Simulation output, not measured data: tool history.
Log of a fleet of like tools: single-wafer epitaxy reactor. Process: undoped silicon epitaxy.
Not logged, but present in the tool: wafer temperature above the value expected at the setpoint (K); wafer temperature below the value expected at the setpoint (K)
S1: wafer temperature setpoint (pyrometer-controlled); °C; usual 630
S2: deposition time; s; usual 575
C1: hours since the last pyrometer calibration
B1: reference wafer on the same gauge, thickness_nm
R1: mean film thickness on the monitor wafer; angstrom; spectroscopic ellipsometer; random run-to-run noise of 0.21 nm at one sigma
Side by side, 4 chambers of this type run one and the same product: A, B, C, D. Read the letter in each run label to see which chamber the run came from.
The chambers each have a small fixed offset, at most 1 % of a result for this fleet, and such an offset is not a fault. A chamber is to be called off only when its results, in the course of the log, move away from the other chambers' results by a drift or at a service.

Run 1D, day 0.321: usual settings; C1 789; B1 49.996. Result: R1 621.15 angstrom.
Run 2A, day 0.729: usual settings; C1 723.4; B1 50.012. Result: R1 620.83 angstrom.
Run 3C, day 0.946: usual settings; C1 973.4; B1 50.01. Result: R1 618.2 angstrom.
Run 4B, day 1.358: usual settings; C1 595.3; B1 50.014. Result: R1 618.64 angstrom.
Run 5D, day 1.642: usual settings; C1 820.7; B1 50.01. Result: R1 624.27 angstrom.
Run 6C, day 1.892: usual settings but S1 617 °C; C1 996.1; B1 50.042. Result: R1 458.1 angstrom.
Run 7A, day 2.096: usual settings but S1 617 °C; C1 756.2; B1 49.984. Result: R1 458.39 angstrom.
Run 8B, day 2.512: usual settings but S1 617 °C; C1 623; B1 50.001. Result: R1 456.46 angstrom.
Run 9B, day 2.942: usual settings but S1 617 °C; C1 633.3; B1 49.997. Result: R1 454.12 angstrom.
Run 10C, day 3.183: usual settings; C1 1027.1; B1 50.003. Result: R1 619.16 angstrom.
Run 11A, day 3.592: usual settings; C1 792.1; B1 50.008. Result: R1 620.24 angstrom.
Run 12D, day 3.958: usual settings; C1 876.3; B1 49.999. Result: R1 623.49 angstrom.
Run 13A, day 4.383: usual settings; C1 811.1; B1 49.999. Result: R1 620.97 angstrom.
Run 14C, day 4.738: usual settings; C1 1064.4; B1 50.014. Result: R1 615.49 angstrom.
Run 15D, day 4.942: usual settings; C1 899.9; B1 50.005. Result: R1 620.35 angstrom.
Run 16B, day 5.279: usual settings; C1 689.4; B1 50. Result: R1 619.12 angstrom.
Run 17D, day 5.592: usual settings; C1 915.5; B1 49.971. Result: R1 621.86 angstrom.
At day 5.596: chamber C: pyrometer calibrated.
Run 18C, day 5.912: usual settings; C1 7.6; B1 50. Result: R1 591.25 angstrom.
Run 19B, day 6.312: usual settings; C1 714.2; B1 50.005. Result: R1 618.38 angstrom.
Run 20A, day 6.617: usual settings; C1 864.7; B1 50.003. Result: R1 617.63 angstrom.
At day 6.646: chamber A: pyrometer calibrated.
Run 21B, day 7.038: usual settings; C1 731.6; B1 49.987. Result: R1 620.44 angstrom.
Run 22C, day 7.292: usual settings; C1 40.7; B1 49.996. Result: R1 594.83 angstrom.
Run 23D, day 7.721: usual settings but S1 616 °C, S2 498 s; C1 966.6; B1 50.047. Result: R1 392.11 angstrom.
Run 24A, day 8.017: usual settings but S1 616 °C, S2 498 s; C1 33; B1 49.981. Result: R1 390.93 angstrom.
Run 25A, day 8.279: usual settings but S1 616 °C, S2 498 s; C1 39.3; B1 50.007. Result: R1 387.98 angstrom.
Run 26C, day 8.633: usual settings but S1 616 °C, S2 498 s; C1 72.9; B1 49.995. Result: R1 372.41 angstrom.
Run 27D, day 8.958: usual settings; C1 996.3; B1 50.005. Result: R1 623.86 angstrom.
At day 9.133: chamber D: pyrometer calibrated.
Run 28B, day 9.333: usual settings; C1 786.7; B1 49.943. Result: R1 618.42 angstrom.
Run 29C, day 9.612: usual settings but S2 501 s; C1 96.4; B1 50.025. Result: R1 514.33 angstrom.
Run 30D, day 9.975: usual settings but S2 501 s; C1 20.3; B1 49.958. Result: R1 544.75 angstrom.
Run 31A, day 10.329: usual settings but S2 501 s; C1 88.5; B1 50.034. Result: R1 541.11 angstrom.
Run 32B, day 10.562: usual settings but S2 501 s; C1 816.2; B1 49.964. Result: R1 538.89 angstrom.
Run 33D, day 11.012: usual settings; C1 45.2; B1 49.968. Result: R1 622.99 angstrom.
Run 34A, day 11.383: usual settings; C1 113.8; B1 49.988. Result: R1 618.02 angstrom.
Run 35C, day 11.792: usual settings; C1 148.7; B1 50.007. Result: R1 593.33 angstrom.

Next, all 4 chambers run the settings below, one line each with question marks for the results. What does each chamber give?
Run 36A, day 12.121: usual settings. Result: R1 ?.
Run 36B, day 12.121: usual settings. Result: R1 ?.
Run 36C, day 12.121: usual settings. Result: R1 ?.
Run 36D, day 12.121: usual settings. Result: R1 ?.

run      R1
36A  618.35
36B  618.63
36C  593.12
36D  623.13
